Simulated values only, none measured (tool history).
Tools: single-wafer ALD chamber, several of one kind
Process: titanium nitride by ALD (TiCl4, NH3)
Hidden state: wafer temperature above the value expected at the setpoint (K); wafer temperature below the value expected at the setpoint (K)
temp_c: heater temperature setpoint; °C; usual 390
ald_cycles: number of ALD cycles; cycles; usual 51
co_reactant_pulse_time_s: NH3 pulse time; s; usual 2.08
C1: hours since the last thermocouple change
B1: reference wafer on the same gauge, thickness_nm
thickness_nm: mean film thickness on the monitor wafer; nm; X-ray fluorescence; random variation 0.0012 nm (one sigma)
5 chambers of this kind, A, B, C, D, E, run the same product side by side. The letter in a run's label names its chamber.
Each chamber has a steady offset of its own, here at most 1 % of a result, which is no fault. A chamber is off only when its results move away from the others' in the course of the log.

{"run": "1B", "hour": 3.6, "temp_c": 390, "ald_cycles": 51, "co_reactant_pulse_time_s": 2.08, "C1": 2136, "B1": 0.92967, "thickness_nm": 1.1188}
{"run": "2C", "hour": 8.7, "temp_c": 390, "ald_cycles": 51, "co_reactant_pulse_time_s": 2.08, "C1": 1161.3, "B1": 0.9294, "thickness_nm": 1.1175}
{"run": "3D", "hour": 12.5, "temp_c": 390, "ald_cycles": 51, "co_reactant_pulse_time_s": 2.08, "C1": 13, "B1": 0.92961, "thickness_nm": 1.1086}
{"run": "4E", "hour": 16.3, "temp_c": 390, "ald_cycles": 51, "co_reactant_pulse_time_s": 2.08, "C1": 202.5, "B1": 0.92934, "thickness_nm": 1.1174}
{"run": "5A", "hour": 20.9, "temp_c": 390, "ald_cycles": 51, "co_reactant_pulse_time_s": 2.08, "C1": 76.2, "B1": 0.92958, "thickness_nm": 1.1212}
{"run": "6A", "hour": 24.9, "temp_c": 390, "ald_cycles": 51, "co_reactant_pulse_time_s": 2.08, "C1": 80.2, "B1": 0.92926, "thickness_nm": 1.1206}
{"run": "7E", "hour": 29.2, "temp_c": 390, "ald_cycles": 51, "co_reactant_pulse_time_s": 2.08, "C1": 215.4, "B1": 0.92885, "thickness_nm": 1.1143}
{"run": "8B", "hour": 31.5, "temp_c": 390, "ald_cycles": 51, "co_reactant_pulse_time_s": 2.08, "C1": 2163.9, "B1": 0.92896, "thickness_nm": 1.1182}
{"run": "9D", "hour": 35.7, "temp_c": 390, "ald_cycles": 51, "co_reactant_pulse_time_s": 2.08, "C1": 36.2, "B1": 0.92886, "thickness_nm": 1.1081}
{"run": "10C", "hour": 39.1, "temp_c": 390, "ald_cycles": 51, "co_reactant_pulse_time_s": 2.08, "C1": 1191.7, "B1": 0.92866, "thickness_nm": 1.1156}
{"run": "11E", "hour": 44.3, "temp_c": 390, "ald_cycles": 51, "co_reactant_pulse_time_s": 2.08, "C1": 230.5, "B1": 0.92836, "thickness_nm": 1.1134}
{"run": "12C", "hour": 46.8, "temp_c": 390, "ald_cycles": 51, "co_reactant_pulse_time_s": 2.08, "C1": 1199.4, "B1": 0.92824, "thickness_nm": 1.117}
{"run": "13B", "hour": 50.0, "temp_c": 390, "ald_cycles": 51, "co_reactant_pulse_time_s": 2.08, "C1": 2182.4, "B1": 0.92812, "thickness_nm": 1.1164}
{"run": "14A", "hour": 53.8, "temp_c": 390, "ald_cycles": 51, "co_reactant_pulse_time_s": 2.08, "C1": 109.1, "B1": 0.92806, "thickness_nm": 1.1217}
{"run": "15D", "hour": 57.7, "temp_c": 390, "ald_cycles": 51, "co_reactant_pulse_time_s": 2.08, "C1": 58.2, "B1": 0.92806, "thickness_nm": 1.1086}
{"run": "16D", "hour": 60.6, "temp_c": 390, "ald_cycles": 51, "co_reactant_pulse_time_s": 2.08, "C1": 61.1, "B1": 0.92793, "thickness_nm": 1.1075}
{"run": "17A", "hour": 63.4, "temp_c": 390, "ald_cycles": 51, "co_reactant_pulse_time_s": 2.08, "C1": 118.7, "B1": 0.9279, "thickness_nm": 1.1181}
{"run": "18E", "hour": 65.7, "temp_c": 390, "ald_cycles": 51, "co_reactant_pulse_time_s": 2.08, "C1": 251.9, "B1": 0.9276, "thickness_nm": 1.1117}
{"run": "19C", "hour": 70.2, "temp_c": 390, "ald_cycles": 51, "co_reactant_pulse_time_s": 2.08, "C1": 1222.8, "B1": 0.92751, "thickness_nm": 1.1139}
{"run": "20B", "hour": 74.6, "temp_c": 390, "ald_cycles": 51, "co_reactant_pulse_time_s": 2.08, "C1": 2207, "B1": 0.92735, "thickness_nm": 1.1157}
{"run": "21D", "hour": 77.1, "temp_c": 390, "ald_cycles": 51, "co_reactant_pulse_time_s": 2.08, "C1": 77.6, "B1": 0.92725, "thickness_nm": 1.1069}
{"run": "22A", "hour": 81.9, "temp_c": 390, "ald_cycles": 51, "co_reactant_pulse_time_s": 2.08, "C1": 137.2, "B1": 0.92691, "thickness_nm": 1.1183}
{"run": "23B", "hour": 85.7, "temp_c": 390, "ald_cycles": 51, "co_reactant_pulse_time_s": 2.08, "C1": 2218.1, "B1": 0.92685, "thickness_nm": 1.1136}
{"run": "24E", "hour": 88.7, "temp_c": 390, "ald_cycles": 51, "co_reactant_pulse_time_s": 2.08, "C1": 274.9, "B1": 0.92664, "thickness_nm": 1.1145}
{"run": "25C", "hour": 93.9, "temp_c": 390, "ald_cycles": 51, "co_reactant_pulse_time_s": 2.08, "C1": 1246.5, "B1": 0.92672, "thickness_nm": 1.114}
{"run": "26C", "hour": 97.0, "temp_c": 390, "ald_cycles": 51, "co_reactant_pulse_time_s": 2.08, "C1": 1249.6, "B1": 0.92636, "thickness_nm": 1.1107}
{"run": "27D", "hour": 100.6, "temp_c": 390, "ald_cycles": 51, "co_reactant_pulse_time_s": 2.08, "C1": 101.1, "B1": 0.92625, "thickness_nm": 1.1067}
{"run": "28B", "hour": 103.9, "temp_c": 390, "ald_cycles": 51, "co_reactant_pulse_time_s": 2.08, "C1": 2236.3, "B1": 0.92601, "thickness_nm": 1.115}
{"run": "29A", "hour": 106.9, "temp_c": 390, "ald_cycles": 51, "co_reactant_pulse_time_s": 2.08, "C1": 162.2, "B1": 0.92603, "thickness_nm": 1.1183}
{"run": "30E", "hour": 109.5, "temp_c": 390, "ald_cycles": 51, "co_reactant_pulse_time_s": 2.08, "C1": 295.7, "B1": 0.92582, "thickness_nm": 1.1111}
{"run": "31A", "hour": 111.8, "temp_c": 390, "ald_cycles": 51, "co_reactant_pulse_time_s": 2.08, "C1": 167.1, "B1": 0.92578, "thickness_nm": 1.1175}

Is one chamber off against the others, does the gauge drift, or is nothing wrong? If a chamber is off, say which, and what the likeliest cause is.

The gauge drifts, so all chambers seem to drift together. No chamber is off.
Cause: gauge reads low (%) = 0.454.

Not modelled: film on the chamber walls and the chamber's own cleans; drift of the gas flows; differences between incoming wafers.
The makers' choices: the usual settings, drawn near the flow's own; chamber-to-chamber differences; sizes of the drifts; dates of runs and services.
